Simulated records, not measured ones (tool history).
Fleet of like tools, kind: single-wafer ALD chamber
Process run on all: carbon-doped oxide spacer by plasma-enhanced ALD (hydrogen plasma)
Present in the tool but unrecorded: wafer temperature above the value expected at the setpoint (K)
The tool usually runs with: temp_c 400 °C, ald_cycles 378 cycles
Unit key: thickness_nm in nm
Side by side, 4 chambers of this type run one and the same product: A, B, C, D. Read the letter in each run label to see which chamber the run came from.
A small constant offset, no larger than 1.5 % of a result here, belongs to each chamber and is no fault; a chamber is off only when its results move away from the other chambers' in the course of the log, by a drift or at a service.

run,hour,temp_c,ald_cycles,hours since the last thermocouple change,"read-back reference wafer on the same gauge, thickness_nm",thickness_nm
1A,6.4,400,378,1248.2,20.800,18.897
2B,11.8,400,378,2339.3,20.796,18.659
3C,18.3,400,378,898.7,20.800,19.035
4D,23.8,400,378,864.9,20.802,18.918
5C,27.8,400,378,908.2,20.802,19.176
6D,32.0,400,378,873.1,20.800,18.918
7B,37.6,400,378,2365.1,20.805,18.692
8A,41.9,400,378,1283.7,20.809,18.932
9D,46.8,400,378,887.9,20.802,18.987
10C,53.2,400,378,933.6,20.803,19.122
11A,59.2,400,378,1301.0,20.792,18.888
12B,64.1,400,378,2391.6,20.802,18.711
13D,69.0,400,378,910.1,20.791,18.973
14A,72.9,400,378,1314.7,20.786,18.922
15C,80.6,400,378,961.0,20.800,19.114
16B,84.0,400,378,2411.5,20.797,18.679
17C,89.9,400,378,970.3,20.789,19.081
18A,94.4,411,378,1336.2,20.790,18.346
# hour 96.4: chamber B: thermocouple changed; heater temperature recalibrated
19D,98.4,411,378,939.5,20.801,18.379
20B,103.4,411,378,7.1,20.801,18.074
21A,108.0,411,378,1349.8,20.800,18.377
22B,113.9,400,378,17.6,20.798,18.719
23C,119.8,400,378,1000.2,20.805,19.107
24D,127.2,400,378,968.3,20.804,18.978

Decide between three cases: one chamber stands off from its peers, the gauge reading all wafers drifts, or nothing is wrong past each chamber's small offset. Where a chamber is off, say which and what most likely put it there.

All chambers stay in line apart from their small fixed offsets, and the gauge does not drift.
